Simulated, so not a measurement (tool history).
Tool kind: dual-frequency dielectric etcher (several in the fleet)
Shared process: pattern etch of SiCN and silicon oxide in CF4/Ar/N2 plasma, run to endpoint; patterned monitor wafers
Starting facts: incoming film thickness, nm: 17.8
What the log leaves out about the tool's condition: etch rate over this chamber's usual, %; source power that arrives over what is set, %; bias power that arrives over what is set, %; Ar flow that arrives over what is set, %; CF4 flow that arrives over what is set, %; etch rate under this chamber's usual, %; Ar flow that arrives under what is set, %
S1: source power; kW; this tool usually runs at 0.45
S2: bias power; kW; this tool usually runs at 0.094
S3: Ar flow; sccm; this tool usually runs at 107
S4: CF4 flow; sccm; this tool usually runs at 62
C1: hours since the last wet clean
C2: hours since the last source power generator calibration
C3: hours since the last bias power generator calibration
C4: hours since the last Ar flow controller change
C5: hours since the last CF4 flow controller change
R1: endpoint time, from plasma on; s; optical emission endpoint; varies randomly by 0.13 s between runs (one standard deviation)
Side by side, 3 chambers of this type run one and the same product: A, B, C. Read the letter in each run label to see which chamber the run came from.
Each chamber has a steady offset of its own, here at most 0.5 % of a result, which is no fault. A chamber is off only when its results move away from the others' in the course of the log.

| run | hour | S1 | S2 | S3 | S4 | C1 | C2 | C3 | C4 | C5 | R1 |
|---|---|---|---|---|---|---|---|---|---|---|---|
| 1A | 4.7 | 0.45 | 0.094 | 107 | 62 | 260.7 | 2095.6 | 3622.3 | 3269.8 | 1137.7 | 19.299 |
| 2C | 9.1 | 0.45 | 0.094 | 107 | 62 | 381.4 | 2212.8 | 1817.1 | 1564.3 | 2013.4 | 19.195 |
| 3B | 11.6 | 0.45 | 0.094 | 107 | 62 | 220.7 | 2291.9 | 1017.4 | 637.8 | 2137.9 | 19.126 |
| 4C | 14.8 | 0.45 | 0.094 | 107 | 62 | 387.1 | 2218.5 | 1822.8 | 1570 | 2019.1 | 19.242 |
| 5A | 19.7 | 0.45 | 0.094 | 107 | 62 | 275.7 | 2110.6 | 3637.3 | 3284.8 | 1152.7 | 19.584 |
| 6B | 22.7 | 0.45 | 0.094 | 107 | 62 | 231.8 | 2303 | 1028.5 | 648.9 | 2149 | 19.014 |
| 7A | 26.1 | 0.45 | 0.075 | 107 | 55 | 282.1 | 2117 | 3643.7 | 3291.2 | 1159.1 | 21.443 |
| 8C | 28.7 | 0.45 | 0.075 | 107 | 55 | 401 | 2232.4 | 1836.7 | 1583.9 | 2033 | 21.422 |
| 9B | 32 | 0.45 | 0.075 | 107 | 55 | 241.1 | 2312.3 | 1037.8 | 658.2 | 2158.3 | 21.353 |
| 10B | 34.9 | 0.45 | 0.094 | 107 | 62 | 244 | 2315.2 | 1040.7 | 661.1 | 2161.2 | 19.164 |
| 11A | 39.8 | 0.45 | 0.094 | 107 | 62 | 295.8 | 2130.7 | 3657.4 | 3304.9 | 1172.8 | 19.614 |
| 12C | 42.7 | 0.45 | 0.094 | 107 | 62 | 415 | 2246.4 | 1850.7 | 1597.9 | 2047 | 19.309 |
| 13C | 45.6 | 0.45 | 0.094 | 107 | 62 | 417.9 | 2249.3 | 1853.6 | 1600.8 | 2049.9 | 19.276 |
|  | 45.8 | chamber C: wet clean of the chamber |
| 14B | 48.2 | 0.45 | 0.084 | 120 | 62 | 257.3 | 2328.5 | 1054 | 674.4 | 2174.5 | 20.283 |
| 15A | 50.9 | 0.45 | 0.084 | 120 | 62 | 306.9 | 2141.8 | 3668.5 | 3316 | 1183.9 | 20.559 |
| 16C | 55 | 0.45 | 0.084 | 120 | 62 | 9.2 | 2258.7 | 1863 | 1610.2 | 2059.3 | 21.474 |
| 17A | 57.4 | 0.45 | 0.094 | 125 | 75 | 313.4 | 2148.3 | 3675 | 3322.5 | 1190.4 | 19.446 |
| 18B | 59.8 | 0.45 | 0.094 | 125 | 75 | 268.9 | 2340.1 | 1065.6 | 686 | 2186.1 | 19.488 |
| 19B | 64.2 | 0.45 | 0.094 | 125 | 75 | 273.3 | 2344.5 | 1070 | 690.4 | 2190.5 | 19.113 |
| 20C | 69.4 | 0.45 | 0.094 | 107 | 62 | 23.6 | 2273.1 | 1877.4 | 1624.6 | 2073.7 | 20.152 |
| 21A | 72.9 | 0.45 | 0.094 | 107 | 62 | 328.9 | 2163.8 | 3690.5 | 3338 | 1205.9 | 19.338 |
| 22C | 75.9 | 0.45 | 0.094 | 107 | 62 | 30.1 | 2279.6 | 1883.9 | 1631.1 | 2080.2 | 20.235 |
| 23B | 79.5 | 0.52 | 0.094 | 107 | 73 | 288.6 | 2359.8 | 1085.3 | 705.7 | 2205.8 | 16.697 |
| 24A | 82.8 | 0.52 | 0.094 | 107 | 73 | 338.8 | 2173.7 | 3700.4 | 3347.9 | 1215.8 | 16.913 |
| 25A | 86.2 | 0.52 | 0.094 | 107 | 73 | 342.2 | 2177.1 | 3703.8 | 3351.3 | 1219.2 | 16.813 |

Does one chamber stand apart from the rest, does the shared gauge drift, or is all well apart from small per-chamber offsets? Give the chamber and the most likely cause, where there is one.

Chamber C has stood off from the others ever since a service on it.
Most likely cause: etch rate under this chamber's usual, % = 5.05.

Which of the 4 candidates below, each the usual settings with something changed and its results left as question marks, puts chamber C back in line with what the other chambers give on the usual settings?
In line here means within this much of the mean the other chambers give on the usual settings: R1 0.44 s
| 26C-1 | 90 | 0.45 | 0.116 | 107 | 62 |  |  |  |  |  | ? |
| 26C-2 | 90 | 0.45 | 0.085 | 111 | 60 |  |  |  |  |  | ? |
| 26C-3 | 90 | 0.41 | 0.094 | 109 | 62 |  |  |  |  |  | ? |
| 26C-4 | 90 | 0.45 | 0.104 | 103 | 62 |  |  |  |  |  | ? |

What the other chambers average on the usual settings: R1 19.366 s
| run | R1 |
|---|---|
| 26C-1 | 18.761 |
| 26C-2 | 21.278 |
| 26C-3 | 22.063 |
| 26C-4 | 19.452 |
The answer is 26C-4, which returns the chamber to within the allowed miss of the others.
